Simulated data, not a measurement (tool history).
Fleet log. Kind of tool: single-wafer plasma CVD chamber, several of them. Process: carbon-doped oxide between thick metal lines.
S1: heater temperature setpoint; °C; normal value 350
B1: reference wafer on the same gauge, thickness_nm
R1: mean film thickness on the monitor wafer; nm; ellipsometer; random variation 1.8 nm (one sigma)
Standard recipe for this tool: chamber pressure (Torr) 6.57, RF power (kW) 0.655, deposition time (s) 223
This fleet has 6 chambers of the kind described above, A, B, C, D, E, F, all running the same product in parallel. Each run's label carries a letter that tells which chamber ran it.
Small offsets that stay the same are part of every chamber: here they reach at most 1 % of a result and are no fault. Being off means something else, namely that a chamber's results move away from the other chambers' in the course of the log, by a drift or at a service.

run 1C day=0.229 | S1=350 chamber_pressure_(Torr)=6.57 RF_power_(kW)=0.655 deposition_time_(s)=223 | B1=1259.5 | R1=1355.6
run 2F day=0.429 | S1=350 chamber_pressure_(Torr)=6.57 RF_power_(kW)=0.655 deposition_time_(s)=223 | B1=1260.4 | R1=1369.6
run 3A day=0.646 | S1=350 chamber_pressure_(Torr)=6.57 RF_power_(kW)=0.655 deposition_time_(s)=223 | B1=1260.4 | R1=1360.7
run 4B day=0.812 | S1=350 chamber_pressure_(Torr)=6.57 RF_power_(kW)=0.655 deposition_time_(s)=223 | B1=1260.5 | R1=1358.6
-- day=0.979 chamber C: RF generator calibrated
run 5E day=1.096 | S1=350 chamber_pressure_(Torr)=6.57 RF_power_(kW)=0.655 deposition_time_(s)=223 | B1=1260.7 | R1=1363.1
run 6D day=1.296 | S1=350 chamber_pressure_(Torr)=6.57 RF_power_(kW)=0.655 deposition_time_(s)=223 | B1=1260.9 | R1=1365.7
run 7E day=1.612 | S1=350 chamber_pressure_(Torr)=6.57 RF_power_(kW)=0.655 deposition_time_(s)=223 | B1=1261.8 | R1=1360.2
run 8B day=1.858 | S1=350 chamber_pressure_(Torr)=6.57 RF_power_(kW)=0.655 deposition_time_(s)=223 | B1=1261.5 | R1=1361.7
run 9F day=2.083 | S1=350 chamber_pressure_(Torr)=6.57 RF_power_(kW)=0.655 deposition_time_(s)=223 | B1=1261.4 | R1=1370.3
run 10D day=2.258 | S1=350 chamber_pressure_(Torr)=6.57 RF_power_(kW)=0.655 deposition_time_(s)=223 | B1=1262.3 | R1=1366.9
run 11C day=2.471 | S1=350 chamber_pressure_(Torr)=6.57 RF_power_(kW)=0.655 deposition_time_(s)=223 | B1=1261.5 | R1=1355.1
run 12A day=2.625 | S1=350 chamber_pressure_(Torr)=6.57 RF_power_(kW)=0.655 deposition_time_(s)=223 | B1=1261.7 | R1=1363
run 13F day=2.858 | S1=350 chamber_pressure_(Torr)=6.57 RF_power_(kW)=0.655 deposition_time_(s)=223 | B1=1262.3 | R1=1372.2
run 14C day=3.162 | S1=350 chamber_pressure_(Torr)=6.57 RF_power_(kW)=0.655 deposition_time_(s)=223 | B1=1262.4 | R1=1358.7
run 15D day=3.429 | S1=350 chamber_pressure_(Torr)=6.57 RF_power_(kW)=0.655 deposition_time_(s)=223 | B1=1262.5 | R1=1372.4
run 16A day=3.588 | S1=350 chamber_pressure_(Torr)=6.57 RF_power_(kW)=0.655 deposition_time_(s)=223 | B1=1262.8 | R1=1363.7
run 17B day=3.808 | S1=350 chamber_pressure_(Torr)=6.57 RF_power_(kW)=0.655 deposition_time_(s)=223 | B1=1263.1 | R1=1361.1
run 18E day=4.038 | S1=350 chamber_pressure_(Torr)=6.57 RF_power_(kW)=0.655 deposition_time_(s)=247 | B1=1263 | R1=1508.5
run 19E day=4.233 | S1=350 chamber_pressure_(Torr)=6.57 RF_power_(kW)=0.655 deposition_time_(s)=247 | B1=1263 | R1=1514.1
run 20B day=4.45 | S1=350 chamber_pressure_(Torr)=6.57 RF_power_(kW)=0.655 deposition_time_(s)=247 | B1=1263.3 | R1=1505.6
run 21C day=4.712 | S1=350 chamber_pressure_(Torr)=6.57 RF_power_(kW)=0.655 deposition_time_(s)=247 | B1=1263 | R1=1503.5
-- day=4.729 chamber A: thermocouple changed; heater temperature recalibrated
run 22D day=4.908 | S1=350 chamber_pressure_(Torr)=6.57 RF_power_(kW)=0.655 deposition_time_(s)=247 | B1=1263.5 | R1=1515.9
run 23A day=5.125 | S1=350 chamber_pressure_(Torr)=6.57 RF_power_(kW)=0.655 deposition_time_(s)=247 | B1=1264 | R1=1514.2
run 24F day=5.404 | S1=350 chamber_pressure_(Torr)=6.57 RF_power_(kW)=0.655 deposition_time_(s)=223 | B1=1264 | R1=1372.5
run 25C day=5.621 | S1=350 chamber_pressure_(Torr)=6.57 RF_power_(kW)=0.655 deposition_time_(s)=223 | B1=1264 | R1=1359.5
run 26B day=5.858 | S1=350 chamber_pressure_(Torr)=6.57 RF_power_(kW)=0.655 deposition_time_(s)=223 | B1=1264.5 | R1=1364
run 27D day=6.112 | S1=350 chamber_pressure_(Torr)=7.31 RF_power_(kW)=0.655 deposition_time_(s)=223 | B1=1264.2 | R1=1380.3
run 28F day=6.342 | S1=350 chamber_pressure_(Torr)=7.31 RF_power_(kW)=0.655 deposition_time_(s)=223 | B1=1264.8 | R1=1383.2
run 29E day=6.596 | S1=350 chamber_pressure_(Torr)=7.31 RF_power_(kW)=0.655 deposition_time_(s)=223 | B1=1265 | R1=1372.9
run 30A day=6.817 | S1=350 chamber_pressure_(Torr)=7.31 RF_power_(kW)=0.655 deposition_time_(s)=223 | B1=1265.1 | R1=1378.9
run 31C day=7.046 | S1=350 chamber_pressure_(Torr)=7.31 RF_power_(kW)=0.655 deposition_time_(s)=223 | B1=1265.1 | R1=1372
run 32A day=7.229 | S1=350 chamber_pressure_(Torr)=7.31 RF_power_(kW)=0.655 deposition_time_(s)=223 | B1=1265 | R1=1378.7
run 33D day=7.45 | S1=350 chamber_pressure_(Torr)=6.57 RF_power_(kW)=0.655 deposition_time_(s)=223 | B1=1265.6 | R1=1374.4
run 34B day=7.646 | S1=350 chamber_pressure_(Torr)=6.57 RF_power_(kW)=0.655 deposition_time_(s)=223 | B1=1265.8 | R1=1362.3
run 35E day=7.829 | S1=350 chamber_pressure_(Torr)=6.57 RF_power_(kW)=0.655 deposition_time_(s)=223 | B1=1266 | R1=1367.4
run 36F day=8.129 | S1=350 chamber_pressure_(Torr)=6.57 RF_power_(kW)=0.655 deposition_time_(s)=252 | B1=1266.3 | R1=1554.6
run 37B day=8.362 | S1=350 chamber_pressure_(Torr)=6.57 RF_power_(kW)=0.655 deposition_time_(s)=252 | B1=1266.2 | R1=1539.8
run 38C day=8.542 | S1=350 chamber_pressure_(Torr)=6.57 RF_power_(kW)=0.655 deposition_time_(s)=252 | B1=1266.1 | R1=1536.3
run 39F day=8.746 | S1=350 chamber_pressure_(Torr)=6.57 RF_power_(kW)=0.655 deposition_time_(s)=252 | B1=1266.2 | R1=1556
run 40E day=9.05 | S1=350 chamber_pressure_(Torr)=6.57 RF_power_(kW)=0.655 deposition_time_(s)=252 | B1=1266 | R1=1542.7
run 41D day=9.212 | S1=350 chamber_pressure_(Torr)=6.57 RF_power_(kW)=0.655 deposition_time_(s)=252 | B1=1266.6 | R1=1553.7

Which is it: a chamber that has drifted or been left off by a service, a gauge drift common to all chambers, or only each chamber's usual small offset? If a chamber is off, name it and its likeliest cause.

No chamber is off; the gauge reading every chamber's wafers drifts, which makes the whole fleet appear to move together.
Most likely cause: gauge reads high (%) = 0.536.

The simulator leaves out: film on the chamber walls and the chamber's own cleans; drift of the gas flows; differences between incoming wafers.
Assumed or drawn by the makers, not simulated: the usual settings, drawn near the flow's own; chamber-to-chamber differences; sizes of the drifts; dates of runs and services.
